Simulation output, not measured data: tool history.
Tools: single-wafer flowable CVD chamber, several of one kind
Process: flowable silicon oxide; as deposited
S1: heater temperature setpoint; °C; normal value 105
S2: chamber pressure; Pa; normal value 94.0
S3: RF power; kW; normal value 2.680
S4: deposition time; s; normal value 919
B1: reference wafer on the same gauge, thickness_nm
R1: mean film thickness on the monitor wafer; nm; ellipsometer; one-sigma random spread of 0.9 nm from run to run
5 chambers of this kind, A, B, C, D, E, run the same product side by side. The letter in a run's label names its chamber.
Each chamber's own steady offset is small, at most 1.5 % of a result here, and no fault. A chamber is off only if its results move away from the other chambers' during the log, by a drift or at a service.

run 1D day=0.117 | S1=105 S2=94.0 S3=2.680 S4=919 | B1=412.16 | R1=417.04
run 2B day=0.342 | S1=105 S2=94.0 S3=2.680 S4=919 | B1=412.11 | R1=417.88
run 3E day=0.475 | S1=105 S2=94.0 S3=2.680 S4=919 | B1=412.07 | R1=411.30
run 4A day=0.700 | S1=105 S2=94.0 S3=2.680 S4=919 | B1=412.31 | R1=419.90
run 5C day=0.838 | S1=105 S2=94.0 S3=2.680 S4=919 | B1=411.94 | R1=418.52
run 6C day=1.004 | S1=105 S2=94.0 S3=2.680 S4=919 | B1=411.82 | R1=418.89
run 7D day=1.208 | S1=119 S2=94.0 S3=2.980 S4=919 | B1=412.02 | R1=271.81
run 8B day=1.417 | S1=119 S2=94.0 S3=2.980 S4=919 | B1=412.05 | R1=268.85
run 9A day=1.538 | S1=119 S2=94.0 S3=2.980 S4=919 | B1=412.16 | R1=272.53
run 10E day=1.658 | S1=119 S2=94.0 S3=2.980 S4=919 | B1=411.98 | R1=269.35
run 11E day=1.817 | S1=119 S2=94.0 S3=2.980 S4=919 | B1=412.06 | R1=268.88
run 12A day=2.021 | S1=105 S2=94.0 S3=2.680 S4=919 | B1=411.88 | R1=421.75
run 13D day=2.179 | S1=105 S2=94.0 S3=2.680 S4=919 | B1=412.08 | R1=418.25
run 14C day=2.371 | S1=105 S2=94.0 S3=2.680 S4=919 | B1=411.87 | R1=418.75
run 15B day=2.512 | S1=105 S2=94.0 S3=2.680 S4=919 | B1=411.82 | R1=417.71
-- day=2.650 chamber B: RF generator calibrated
run 16E day=2.700 | S1=105 S2=112.3 S3=2.680 S4=838 | B1=412.01 | R1=475.16
run 17D day=2.842 | S1=105 S2=112.3 S3=2.680 S4=838 | B1=412.22 | R1=484.98
run 18C day=2.954 | S1=105 S2=112.3 S3=2.680 S4=838 | B1=411.88 | R1=485.19
run 19A day=3.121 | S1=105 S2=112.3 S3=2.680 S4=838 | B1=411.94 | R1=484.40
run 20B day=3.267 | S1=105 S2=112.3 S3=2.680 S4=838 | B1=412.02 | R1=480.60
run 21E day=3.412 | S1=105 S2=94.0 S3=2.680 S4=919 | B1=412.10 | R1=412.54
run 22A day=3.550 | S1=105 S2=94.0 S3=2.680 S4=919 | B1=411.92 | R1=422.01
run 23D day=3.662 | S1=105 S2=94.0 S3=2.680 S4=919 | B1=412.05 | R1=415.83
run 24B day=3.779 | S1=105 S2=94.0 S3=2.680 S4=919 | B1=411.97 | R1=418.60
run 25C day=3.925 | S1=105 S2=94.0 S3=2.680 S4=919 | B1=411.94 | R1=418.86
run 26C day=4.117 | S1=105 S2=94.0 S3=2.680 S4=919 | B1=411.92 | R1=418.42
run 27B day=4.238 | S1=105 S2=94.0 S3=2.680 S4=919 | B1=412.04 | R1=417.11
-- day=4.392 chamber A: capacitance manometer re-zeroed and calibrated
run 28D day=4.446 | S1=105 S2=94.0 S3=2.680 S4=919 | B1=411.88 | R1=418.01
run 29E day=4.546 | S1=100 S2=94.0 S3=2.680 S4=919 | B1=411.99 | R1=487.53
run 30A day=4.775 | S1=100 S2=94.0 S3=2.680 S4=919 | B1=412.07 | R1=512.47
run 31D day=4.900 | S1=100 S2=94.0 S3=2.680 S4=919 | B1=411.73 | R1=494.89
run 32E day=5.042 | S1=100 S2=94.0 S3=2.680 S4=919 | B1=412.01 | R1=487.59
run 33A day=5.221 | S1=100 S2=94.0 S3=2.680 S4=919 | B1=411.87 | R1=512.55
run 34C day=5.346 | S1=105 S2=94.0 S3=2.680 S4=919 | B1=412.03 | R1=417.49
run 35B day=5.575 | S1=105 S2=94.0 S3=2.680 S4=919 | B1=411.88 | R1=416.87
run 36B day=5.804 | S1=105 S2=94.0 S3=2.680 S4=919 | B1=412.08 | R1=418.66
run 37D day=6.008 | S1=117 S2=94.0 S3=2.920 S4=919 | B1=411.88 | R1=287.63
run 38A day=6.138 | S1=117 S2=94.0 S3=2.920 S4=919 | B1=411.97 | R1=297.13
run 39E day=6.250 | S1=117 S2=94.0 S3=2.920 S4=919 | B1=411.91 | R1=283.98
run 40C day=6.433 | S1=117 S2=94.0 S3=2.920 S4=919 | B1=412.08 | R1=288.40
run 41B day=6.542 | S1=117 S2=94.0 S3=2.920 S4=919 | B1=411.85 | R1=284.56
run 42D day=6.658 | S1=105 S2=94.0 S3=2.680 S4=919 | B1=412.01 | R1=415.94
run 43A day=6.804 | S1=105 S2=94.0 S3=2.680 S4=919 | B1=411.96 | R1=433.84

All 5 chambers run these settings next. Forecast each chamber's results:
run 44A day=6.967 | S1=95 S2=94.0 S3=2.680 S4=919 | R1=?
run 44B day=6.967 | S1=95 S2=94.0 S3=2.680 S4=919 | R1=?
run 44C day=6.967 | S1=95 S2=94.0 S3=2.680 S4=919 | R1=?
run 44D day=6.967 | S1=95 S2=94.0 S3=2.680 S4=919 | R1=?
run 44E day=6.967 | S1=95 S2=94.0 S3=2.680 S4=919 | R1=?

run=44A R1=606.74
run=44B R1=582.76
run=44C R1=584.95
run=44D R1=580.41
run=44E R1=572.58

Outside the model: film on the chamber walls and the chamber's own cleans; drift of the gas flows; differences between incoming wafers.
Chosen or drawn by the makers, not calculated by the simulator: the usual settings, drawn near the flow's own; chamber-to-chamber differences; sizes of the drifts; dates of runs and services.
